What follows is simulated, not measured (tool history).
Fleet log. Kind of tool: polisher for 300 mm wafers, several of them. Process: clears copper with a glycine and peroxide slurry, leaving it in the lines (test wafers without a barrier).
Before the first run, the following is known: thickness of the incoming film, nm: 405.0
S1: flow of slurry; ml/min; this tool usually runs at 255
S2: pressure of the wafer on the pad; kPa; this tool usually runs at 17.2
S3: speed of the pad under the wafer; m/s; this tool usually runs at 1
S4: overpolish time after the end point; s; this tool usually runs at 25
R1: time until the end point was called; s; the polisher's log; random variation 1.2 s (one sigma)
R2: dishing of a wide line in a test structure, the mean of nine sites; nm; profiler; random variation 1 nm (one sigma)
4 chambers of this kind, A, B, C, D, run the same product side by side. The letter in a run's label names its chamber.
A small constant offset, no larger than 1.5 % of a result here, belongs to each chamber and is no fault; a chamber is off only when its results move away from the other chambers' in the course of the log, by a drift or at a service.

run   hour   S1    S2  S3  S4      R1      R2
       3.7  -- chamber D: worn pad replaced by a new one
 1A    5.6  255  17.2   1  25  94.583  47.605
       8.1  -- chamber D: head pressure recalibrated
 2D    9.9  255  17.2   1  25   93.83  47.945
 3B   15.8  255  17.2   1  25  95.365  47.359
 4C   22.7  255  17.2   1  25   91.46  47.989
 5C   27.5  255  17.2   1  25   94.85  47.677
 6A   33.3  255  17.2   1  25  92.639  48.694
 7B   36.5  255  17.2   1  25  92.032  47.464
 8D   42.5  255  17.2   1  25  96.543  47.947
      44.4  -- chamber A: worn pad replaced by a new one
      45.2  -- chamber B: worn pad replaced by a new one
 9A     47  255  17.2   1  25  92.084  48.253
10C   53.4  255  17.2   1  25  95.095  49.012
        56  -- chamber D: worn pad replaced by a new one
11D     60  255  17.2   1  25  93.439  47.601
12B   65.5  255  17.2   1  25  93.422  48.367
13C   69.6  255  17.2   1  25  93.876  47.092
14D   73.2  255  17.2   1  25  92.828   47.89
15A   78.1  255  17.2   1  25  93.655  48.465
16B   81.2  255  17.2   1  25  93.015  48.262
17B   84.5  255  17.2   1  25  95.311  47.793
18C   89.4  255  17.2   1  25  96.875  46.909
19D   94.6  255  17.2   1  25   95.36  46.061
20A  100.6  255  17.2   1  25  93.741  48.934
21B  105.5  255  17.2   1  25  95.122  47.676
22D  108.6  255  17.2   1  25  93.116  46.555
     109.7  -- chamber B: worn pad replaced by a new one
23C  113.4  255  17.2   1  25  97.247  48.298
24A  118.9  255  17.2   1  25  93.058  50.591
25C  122.4  255  17.2   1  25    96.4  46.726
     123.3  -- chamber D: worn pad replaced by a new one
26A  125.7  255  17.2   1  25  93.351  47.716
27B  130.9  330  14.5   1  25  104.35  44.604
28D  137.8  330  14.5   1  25  103.35  43.917
     142.2  -- chamber A: worn pad replaced by a new one
29B  144.3  330  14.5   1  25     105  44.355
30D  149.5  330  14.5   1  25  104.26    45.6
31C  154.1  255  17.2   1  25  99.625  46.972
32A  157.5  255  11.7   1  25  127.07  41.466
33B  162.5  255  11.7   1  25  129.33  42.671
     165.3  -- chamber B: worn pad replaced by a new one
34D  169.1  255  11.7   1  25  129.51  39.636
35A  172.9  255  11.7   1  25  123.39  42.365
     176.9  -- chamber D: worn pad replaced by a new one
36C  178.1  255  17.2   1  25  99.738  46.744
37A  184.7  255  17.2   1  25  93.145  48.357
38D  191.3  255  17.2   1  25  95.409  46.997
39B  196.9  255  17.2   1  25  95.236  48.525
40C  200.6  255  17.2   1  25  102.34  45.255
41A    207  255  17.2   1  25   94.97  48.857
42B  213.7  255  17.2   1  25  94.866  47.355

Which is it: a chamber that has drifted or been left off by a service, a gauge drift common to all chambers, or only each chamber's usual small offset? If a chamber is off, name it and its likeliest cause.

Chamber C drifts away from the others.
What lies behind it: removal rate lost through wear of the pad, % = 8.86.
With only this log, it may be confused with: head's pressure below its setpoint, %.

Below are 4 candidate recipes for chamber C's next run, each the usual settings with a change, their results shown as question marks. Which of them brings C's results back in line with what the other chambers give on the usual settings?
In-line tolerance around the mean of the other chambers on the usual settings: R1 4.3 s; R2 3.6 nm
43C-1  218.8  250  15.9   0.9  25   ?   ?
43C-2  218.8  255  16.5  0.96  25   ?   ?
43C-3  218.8  255  17.9  1.04  25   ?   ?
43C-4  218.8  260  19.3   1.1  25   ?   ?

Mean of the other chambers on the usual settings: R1 94.029 s; R2 47.885 nm
  run      R1      R2
43C-1  118.21  43.252
43C-2  108.27  45.124
43C-3  94.919  47.848
43C-4  84.884  50.053
43C-3 puts the chamber back in line with the other chambers.

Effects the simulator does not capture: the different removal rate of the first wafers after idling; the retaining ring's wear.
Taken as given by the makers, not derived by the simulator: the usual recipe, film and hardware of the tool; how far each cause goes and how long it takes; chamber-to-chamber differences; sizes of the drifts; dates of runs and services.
